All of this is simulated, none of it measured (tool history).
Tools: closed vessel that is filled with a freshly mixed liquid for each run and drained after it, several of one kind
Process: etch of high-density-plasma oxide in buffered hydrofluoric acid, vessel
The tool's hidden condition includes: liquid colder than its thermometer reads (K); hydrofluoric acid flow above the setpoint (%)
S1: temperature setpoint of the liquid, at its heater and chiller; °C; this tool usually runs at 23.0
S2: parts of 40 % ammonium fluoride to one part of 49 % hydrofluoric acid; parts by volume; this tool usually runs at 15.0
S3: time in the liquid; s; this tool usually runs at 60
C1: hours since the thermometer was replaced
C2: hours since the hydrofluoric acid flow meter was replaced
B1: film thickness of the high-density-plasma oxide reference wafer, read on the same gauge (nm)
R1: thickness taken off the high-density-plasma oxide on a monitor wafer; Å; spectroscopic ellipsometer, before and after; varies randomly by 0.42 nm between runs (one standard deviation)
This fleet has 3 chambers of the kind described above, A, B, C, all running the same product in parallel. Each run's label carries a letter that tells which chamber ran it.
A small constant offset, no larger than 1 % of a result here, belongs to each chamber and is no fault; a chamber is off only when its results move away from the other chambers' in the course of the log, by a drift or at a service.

| run | hour | S1 | S2 | S3 | C1 | C2 | B1 | R1 |
|---|---|---|---|---|---|---|---|---|
| 1B | 3.9 | 23.0 | 15.0 | 60 | 1017.2 | 708.4 | 110.03 | 476.82 |
| 2C | 6.5 | 23.0 | 15.0 | 60 | 1418.0 | 228.0 | 110.00 | 472.16 |
| 3A | 9.6 | 23.0 | 15.0 | 60 | 422.2 | 132.0 | 110.03 | 485.27 |
| 4A | 14.6 | 23.0 | 15.0 | 60 | 427.2 | 137.0 | 109.99 | 473.89 |
| 5B | 17.5 | 23.0 | 15.0 | 60 | 1030.8 | 722.0 | 110.00 | 472.64 |
| 6C | 21.1 | 23.0 | 15.0 | 60 | 1432.6 | 242.6 | 109.99 | 471.17 |
| 7A | 23.9 | 23.0 | 15.0 | 60 | 436.5 | 146.3 | 110.01 | 478.77 |
| 8C | 26.3 | 23.0 | 15.0 | 60 | 1437.8 | 247.8 | 109.99 | 470.69 |
| 9B | 31.5 | 23.0 | 15.0 | 60 | 1044.8 | 736.0 | 110.01 | 481.98 |
| 10B | 35.1 | 23.0 | 15.0 | 60 | 1048.4 | 739.6 | 109.98 | 480.72 |
| 11A | 37.7 | 23.0 | 15.0 | 60 | 450.3 | 160.1 | 109.95 | 471.95 |
| 12C | 42.1 | 23.0 | 15.0 | 60 | 1453.6 | 263.6 | 110.00 | 469.16 |
| 13B | 45.6 | 23.0 | 17.0 | 60 | 1058.9 | 750.1 | 110.01 | 426.28 |
| 14A | 48.6 | 23.0 | 17.0 | 60 | 461.2 | 171.0 | 110.04 | 413.81 |
| 15C | 52.4 | 23.0 | 17.0 | 60 | 1463.9 | 273.9 | 110.03 | 414.65 |
| 16B | 57.6 | 23.0 | 15.0 | 60 | 1070.9 | 762.1 | 109.95 | 475.97 |
| 17A | 61.4 | 23.0 | 15.0 | 60 | 474.0 | 183.8 | 109.98 | 459.66 |
| 18C | 63.8 | 23.0 | 15.0 | 60 | 1475.3 | 285.3 | 110.00 | 464.19 |
| 19A | 66.6 | 23.0 | 15.0 | 60 | 479.2 | 189.0 | 109.98 | 454.75 |
| 20C | 69.3 | 23.0 | 15.0 | 60 | 1480.8 | 290.8 | 109.97 | 469.38 |
| 21B | 72.3 | 25.0 | 15.0 | 90 | 1085.6 | 776.8 | 110.00 | 804.31 |
| 22A | 76.1 | 25.0 | 15.0 | 90 | 488.7 | 198.5 | 109.96 | 754.33 |
| 23B | 80.2 | 25.0 | 15.0 | 90 | 1093.5 | 784.7 | 110.06 | 780.70 |
| 24C | 83.9 | 26.5 | 15.0 | 40 | 1495.4 | 305.4 | 110.03 | 375.19 |
| 25C | 86.9 | 26.5 | 15.0 | 40 | 1498.4 | 308.4 | 110.02 | 379.73 |
| 26B | 91.6 | 26.5 | 15.0 | 40 | 1104.9 | 796.1 | 110.06 | 385.14 |
| 27A | 94.3 | 23.0 | 15.0 | 60 | 506.9 | 216.7 | 110.01 | 436.64 |
| 28A | 98.9 | 23.0 | 15.0 | 60 | 511.5 | 221.3 | 110.04 | 434.44 |
| 29C | 102.9 | 23.0 | 15.0 | 60 | 1514.4 | 324.4 | 110.00 | 475.42 |
| 30B | 107.3 | 25.0 | 18.0 | 60 | 1120.6 | 811.8 | 110.00 | 445.37 |
| 31C | 111.4 | 25.0 | 18.0 | 60 | 1522.9 | 332.9 | 110.01 | 436.60 |
| 32A | 115.1 | 25.0 | 18.0 | 60 | 527.7 | 237.5 | 110.01 | 398.23 |
| 33B | 117.8 | 23.0 | 15.0 | 60 | 1131.1 | 822.3 | 110.02 | 478.48 |

Next, every chamber runs the same settings. What will each give?
| 34A | 121.7 | 23.0 | 9.5 | 60 |  |  |  | ? |
| 34B | 121.7 | 23.0 | 9.5 | 60 |  |  |  | ? |
| 34C | 121.7 | 23.0 | 9.5 | 60 |  |  |  | ? |

| run | R1 |
|---|---|
| 34A | 646.15 |
| 34B | 731.82 |
| 34C | 717.89 |

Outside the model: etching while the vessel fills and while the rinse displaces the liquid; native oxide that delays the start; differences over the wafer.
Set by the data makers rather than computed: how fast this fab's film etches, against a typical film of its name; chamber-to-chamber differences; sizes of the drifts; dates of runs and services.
